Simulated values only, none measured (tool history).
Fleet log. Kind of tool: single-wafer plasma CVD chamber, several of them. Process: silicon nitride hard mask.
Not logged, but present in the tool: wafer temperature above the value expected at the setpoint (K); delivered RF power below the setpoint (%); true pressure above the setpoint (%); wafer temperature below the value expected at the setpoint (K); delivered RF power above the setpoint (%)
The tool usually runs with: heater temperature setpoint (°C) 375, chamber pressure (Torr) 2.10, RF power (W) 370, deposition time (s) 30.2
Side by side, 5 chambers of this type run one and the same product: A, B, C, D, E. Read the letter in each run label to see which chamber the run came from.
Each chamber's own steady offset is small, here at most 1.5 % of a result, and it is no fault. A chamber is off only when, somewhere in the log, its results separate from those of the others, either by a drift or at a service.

run,day,heater temperature setpoint (°C),chamber pressure (Torr),RF power (W),deposition time (s),hours since the last thermocouple change,hours since the last RF generator calibration,hours since the last manometer calibration,"read-back reference wafer on the same gauge, thickness_nm",mean film thickness on the monitor wafer (Å)
1C,0.104,375,2.10,370,30.2,918.7,470.5,1007.8,40.120,434.81
2D,0.283,375,2.10,370,30.2,205.5,1637.2,1195.8,40.132,429.75
3E,0.404,375,2.10,370,30.2,1248.5,1710.3,1586.8,40.104,430.97
4A,0.525,375,2.10,370,30.2,1268.6,609.1,2101.7,40.091,430.46
5B,0.667,375,2.10,370,30.2,965.0,1256.5,1230.9,40.063,440.80
6D,0.862,375,2.10,370,30.2,219.4,1651.1,1209.7,40.095,429.74
7B,0.996,375,2.10,370,30.2,972.9,1264.4,1238.8,40.063,438.97
8C,1.088,375,2.10,370,30.2,942.3,494.1,1031.4,40.131,431.89
9E,1.238,375,2.10,370,30.2,1268.5,1730.3,1606.8,40.081,431.20
10A,1.367,375,2.10,370,30.2,1288.8,629.3,2121.9,40.125,433.00
11C,1.458,375,2.10,370,30.2,951.2,503.0,1040.3,40.088,431.08
12B,1.575,375,2.10,370,30.2,986.8,1278.3,1252.7,40.112,439.23
13D,1.675,375,2.10,370,33.3,238.9,1670.6,1229.2,40.116,472.29
14A,1.842,375,2.10,370,33.3,1300.2,640.7,2133.3,40.090,474.12
15E,2.000,375,2.10,370,33.3,1286.8,1748.6,1625.1,40.086,476.96
16C,2.158,375,2.10,370,33.3,968.0,519.8,1057.1,40.107,477.03
17A,2.242,375,2.10,370,33.3,1309.8,650.3,2142.9,40.125,478.08
18D,2.354,386,1.70,370,30.2,255.2,1686.9,1245.5,40.106,401.40
19B,2.538,386,1.70,370,30.2,1009.9,1301.4,1275.8,40.075,412.74
# day 2.600: chamber A: capacitance manometer re-zeroed and calibrated
20E,2.733,386,1.70,370,30.2,1304.4,1766.2,1642.7,40.077,406.90
21D,2.912,386,1.70,370,30.2,268.6,1700.3,1258.9,40.097,403.38
22B,3.004,386,1.70,370,30.2,1021.1,1312.6,1287.0,40.098,411.50
23E,3.150,375,2.10,370,30.2,1314.4,1776.2,1652.7,40.072,431.99
24C,3.300,375,2.10,370,30.2,995.4,547.2,1084.5,40.060,432.87
25A,3.425,375,2.10,370,30.2,1338.2,678.7,19.9,40.088,431.52
26D,3.567,375,2.10,370,30.2,284.3,1716.0,1274.6,40.069,427.90
27B,3.696,375,2.10,370,30.2,1037.7,1329.2,1303.6,40.075,436.77
28C,3.879,375,2.10,370,30.2,1009.3,561.1,1098.4,40.135,431.51
29E,4.012,375,2.10,330,30.2,1335.1,1796.9,1673.4,40.071,402.65
30A,4.133,375,2.10,330,30.2,1355.2,695.7,36.9,40.110,401.01
31A,4.233,375,2.10,330,30.2,1357.6,698.1,39.3,40.108,400.42
32C,4.317,375,2.10,330,30.2,1019.8,571.6,1108.9,40.096,400.72
33B,4.412,375,2.10,330,30.2,1054.9,1346.4,1320.8,40.086,407.57
34D,4.596,375,2.10,370,30.2,309.0,1740.7,1299.3,40.086,431.75
35E,4.788,375,2.10,370,30.2,1353.7,1815.5,1692.0,40.085,431.56
36E,4.875,375,2.10,370,30.2,1355.8,1817.6,1694.1,40.139,431.96
37B,5.038,375,2.59,370,30.2,1069.9,1361.4,1335.8,40.146,466.56
38A,5.196,375,2.59,370,30.2,1380.7,721.2,62.4,40.108,450.56

Predict what each chamber gives when all 5 of them run the settings below next.
39A,5.333,375,1.75,370,30.2,,,,,?
39B,5.333,375,1.75,370,30.2,,,,,?
39C,5.333,375,1.75,370,30.2,,,,,?
39D,5.333,375,1.75,370,30.2,,,,,?
39E,5.333,375,1.75,370,30.2,,,,,?

run,mean film thickness on the monitor wafer (Å)
39A,409.44
39B,416.16
39C,412.07
39D,406.82
39E,411.60
